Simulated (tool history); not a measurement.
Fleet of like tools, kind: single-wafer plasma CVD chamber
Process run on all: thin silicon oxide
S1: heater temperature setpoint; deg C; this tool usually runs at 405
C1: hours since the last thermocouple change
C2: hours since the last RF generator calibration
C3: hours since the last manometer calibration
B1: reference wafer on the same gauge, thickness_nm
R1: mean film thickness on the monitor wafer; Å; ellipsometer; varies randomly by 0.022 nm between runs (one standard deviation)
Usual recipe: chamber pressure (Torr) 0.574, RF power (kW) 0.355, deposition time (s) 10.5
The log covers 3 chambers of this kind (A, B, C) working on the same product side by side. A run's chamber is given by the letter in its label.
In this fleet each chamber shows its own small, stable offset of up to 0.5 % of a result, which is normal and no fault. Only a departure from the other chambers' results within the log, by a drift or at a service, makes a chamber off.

{"run": "1C", "hour": 13.5, "S1": 405, "chamber pressure (Torr)": 0.574, "RF power (kW)": 0.355, "deposition time (s)": 10.5, "C1": 1740.2, "C2": 1763.6, "C3": 2741.6, "B1": 15.904, "R1": 145.26}
{"run": "2A", "hour": 26.9, "S1": 405, "chamber pressure (Torr)": 0.574, "RF power (kW)": 0.355, "deposition time (s)": 10.5, "C1": 679.1, "C2": 633.0, "C3": 1374.2, "B1": 15.907, "R1": 145.83}
{"run": "3B", "hour": 42.1, "S1": 405, "chamber pressure (Torr)": 0.574, "RF power (kW)": 0.355, "deposition time (s)": 10.5, "C1": 2197.2, "C2": 511.4, "C3": 726.5, "B1": 15.908, "R1": 145.36}
{"run": "4C", "hour": 56.4, "S1": 405, "chamber pressure (Torr)": 0.574, "RF power (kW)": 0.355, "deposition time (s)": 10.5, "C1": 1783.1, "C2": 1806.5, "C3": 2784.5, "B1": 15.912, "R1": 145.43}
{"run": "5A", "hour": 66.6, "S1": 405, "chamber pressure (Torr)": 0.574, "RF power (kW)": 0.355, "deposition time (s)": 10.5, "C1": 718.8, "C2": 672.7, "C3": 1413.9, "B1": 15.916, "R1": 145.82}
{"hour": 75.7, "done": "chamber C: capacitance manometer re-zeroed and calibrated"}
{"run": "6B", "hour": 79.2, "S1": 405, "chamber pressure (Torr)": 0.574, "RF power (kW)": 0.355, "deposition time (s)": 10.5, "C1": 2234.3, "C2": 548.5, "C3": 763.6, "B1": 15.919, "R1": 145.22}
{"run": "7A", "hour": 94.8, "S1": 405, "chamber pressure (Torr)": 0.574, "RF power (kW)": 0.355, "deposition time (s)": 10.5, "C1": 747.0, "C2": 700.9, "C3": 1442.1, "B1": 15.919, "R1": 146.16}
{"run": "8C", "hour": 103.8, "S1": 405, "chamber pressure (Torr)": 0.574, "RF power (kW)": 0.355, "deposition time (s)": 10.5, "C1": 1830.5, "C2": 1853.9, "C3": 28.1, "B1": 15.924, "R1": 145.74}
{"run": "9B", "hour": 119.4, "S1": 405, "chamber pressure (Torr)": 0.574, "RF power (kW)": 0.355, "deposition time (s)": 10.5, "C1": 2274.5, "C2": 588.7, "C3": 803.8, "B1": 15.927, "R1": 144.73}
{"run": "10A", "hour": 132.1, "S1": 405, "chamber pressure (Torr)": 0.574, "RF power (kW)": 0.355, "deposition time (s)": 10.5, "C1": 784.3, "C2": 738.2, "C3": 1479.4, "B1": 15.926, "R1": 145.99}
{"run": "11B", "hour": 141.8, "S1": 405, "chamber pressure (Torr)": 0.574, "RF power (kW)": 0.355, "deposition time (s)": 10.5, "C1": 2296.9, "C2": 611.1, "C3": 826.2, "B1": 15.924, "R1": 145.18}
{"run": "12C", "hour": 152.9, "S1": 405, "chamber pressure (Torr)": 0.574, "RF power (kW)": 0.355, "deposition time (s)": 10.5, "C1": 1879.6, "C2": 1903.0, "C3": 77.2, "B1": 15.928, "R1": 145.91}
{"run": "13B", "hour": 168.7, "S1": 405, "chamber pressure (Torr)": 0.574, "RF power (kW)": 0.355, "deposition time (s)": 10.5, "C1": 2323.8, "C2": 638.0, "C3": 853.1, "B1": 15.947, "R1": 145.07}
{"run": "14A", "hour": 184.6, "S1": 397, "chamber pressure (Torr)": 0.574, "RF power (kW)": 0.425, "deposition time (s)": 10.5, "C1": 836.8, "C2": 790.7, "C3": 1531.9, "B1": 15.941, "R1": 156.66}
{"run": "15C", "hour": 195.0, "S1": 397, "chamber pressure (Torr)": 0.574, "RF power (kW)": 0.425, "deposition time (s)": 10.5, "C1": 1921.7, "C2": 1945.1, "C3": 119.3, "B1": 15.939, "R1": 156.5}
{"run": "16C", "hour": 207.8, "S1": 397, "chamber pressure (Torr)": 0.574, "RF power (kW)": 0.425, "deposition time (s)": 10.5, "C1": 1934.5, "C2": 1957.9, "C3": 132.1, "B1": 15.947, "R1": 156.32}
{"run": "17B", "hour": 219.8, "S1": 405, "chamber pressure (Torr)": 0.574, "RF power (kW)": 0.355, "deposition time (s)": 10.5, "C1": 2374.9, "C2": 689.1, "C3": 904.2, "B1": 15.952, "R1": 145.51}
{"run": "18A", "hour": 228.6, "S1": 405, "chamber pressure (Torr)": 0.574, "RF power (kW)": 0.355, "deposition time (s)": 10.5, "C1": 880.8, "C2": 834.7, "C3": 1575.9, "B1": 15.952, "R1": 145.89}
{"run": "19A", "hour": 241.4, "S1": 405, "chamber pressure (Torr)": 0.574, "RF power (kW)": 0.355, "deposition time (s)": 10.5, "C1": 893.6, "C2": 847.5, "C3": 1588.7, "B1": 15.96, "R1": 146.47}
{"run": "20C", "hour": 252.8, "S1": 405, "chamber pressure (Torr)": 0.574, "RF power (kW)": 0.355, "deposition time (s)": 10.5, "C1": 1979.5, "C2": 2002.9, "C3": 177.1, "B1": 15.957, "R1": 145.75}
{"run": "21B", "hour": 263.9, "S1": 410, "chamber pressure (Torr)": 0.574, "RF power (kW)": 0.355, "deposition time (s)": 10.5, "C1": 2419.0, "C2": 733.2, "C3": 948.3, "B1": 15.963, "R1": 144.92}
{"run": "22B", "hour": 279.9, "S1": 410, "chamber pressure (Torr)": 0.574, "RF power (kW)": 0.355, "deposition time (s)": 10.5, "C1": 2435.0, "C2": 749.2, "C3": 964.3, "B1": 15.963, "R1": 144.92}
{"run": "23A", "hour": 289.3, "S1": 410, "chamber pressure (Torr)": 0.574, "RF power (kW)": 0.355, "deposition time (s)": 10.5, "C1": 941.5, "C2": 895.4, "C3": 1636.6, "B1": 15.964, "R1": 146.43}
{"run": "24C", "hour": 296.3, "S1": 400, "chamber pressure (Torr)": 0.574, "RF power (kW)": 0.325, "deposition time (s)": 10.5, "C1": 2023.0, "C2": 2046.4, "C3": 220.6, "B1": 15.966, "R1": 141.69}
{"hour": 301.2, "done": "chamber B: thermocouple changed; heater temperature recalibrated"}
{"hour": 304.5, "done": "chamber C: RF generator calibrated"}
{"run": "25B", "hour": 309.5, "S1": 400, "chamber pressure (Torr)": 0.574, "RF power (kW)": 0.325, "deposition time (s)": 10.5, "C1": 8.3, "C2": 778.8, "C3": 993.9, "B1": 15.967, "R1": 141.04}
{"run": "26C", "hour": 320.4, "S1": 400, "chamber pressure (Torr)": 0.574, "RF power (kW)": 0.325, "deposition time (s)": 10.5, "C1": 2047.1, "C2": 15.9, "C3": 244.7, "B1": 15.965, "R1": 141.8}
{"hour": 329.0, "done": "chamber C: thermocouple changed; heater temperature recalibrated"}
{"run": "27A", "hour": 333.4, "S1": 405, "chamber pressure (Torr)": 0.574, "RF power (kW)": 0.355, "deposition time (s)": 10.5, "C1": 985.6, "C2": 939.5, "C3": 1680.7, "B1": 15.973, "R1": 146.54}
{"run": "28A", "hour": 342.9, "S1": 405, "chamber pressure (Torr)": 0.574, "RF power (kW)": 0.355, "deposition time (s)": 10.5, "C1": 995.1, "C2": 949.0, "C3": 1690.2, "B1": 15.972, "R1": 146.67}
{"run": "29C", "hour": 355.9, "S1": 405, "chamber pressure (Torr)": 0.574, "RF power (kW)": 0.355, "deposition time (s)": 10.5, "C1": 26.9, "C2": 51.4, "C3": 280.2, "B1": 15.976, "R1": 145.78}
{"run": "30B", "hour": 370.9, "S1": 395, "chamber pressure (Torr)": 0.574, "RF power (kW)": 0.355, "deposition time (s)": 12.5, "C1": 69.7, "C2": 840.2, "C3": 1055.3, "B1": 15.986, "R1": 174.69}
{"run": "31A", "hour": 383.4, "S1": 395, "chamber pressure (Torr)": 0.574, "RF power (kW)": 0.355, "deposition time (s)": 12.5, "C1": 1035.6, "C2": 989.5, "C3": 1730.7, "B1": 15.982, "R1": 175.35}
{"run": "32C", "hour": 393.8, "S1": 395, "chamber pressure (Torr)": 0.574, "RF power (kW)": 0.355, "deposition time (s)": 12.5, "C1": 64.8, "C2": 89.3, "C3": 318.1, "B1": 15.981, "R1": 175.11}
{"run": "33B", "hour": 410.1, "S1": 405, "chamber pressure (Torr)": 0.574, "RF power (kW)": 0.355, "deposition time (s)": 10.5, "C1": 108.9, "C2": 879.4, "C3": 1094.5, "B1": 15.987, "R1": 145.85}
{"run": "34A", "hour": 421.6, "S1": 405, "chamber pressure (Torr)": 0.574, "RF power (kW)": 0.355, "deposition time (s)": 10.5, "C1": 1073.8, "C2": 1027.7, "C3": 1768.9, "B1": 15.989, "R1": 146.6}
{"run": "35B", "hour": 434.2, "S1": 405, "chamber pressure (Torr)": 0.574, "RF power (kW)": 0.355, "deposition time (s)": 10.5, "C1": 133.0, "C2": 903.5, "C3": 1118.6, "B1": 15.995, "R1": 145.97}

What goes on in this fleet: one chamber off, a drifting gauge, or nothing beyond the chambers' own small offsets? Name the chamber and the cause, if any.

It is the gauge, not a chamber: its drift shows up in every chamber's results at once, and no chamber is off.
Cause: gauge reads high (%) = 0.611.
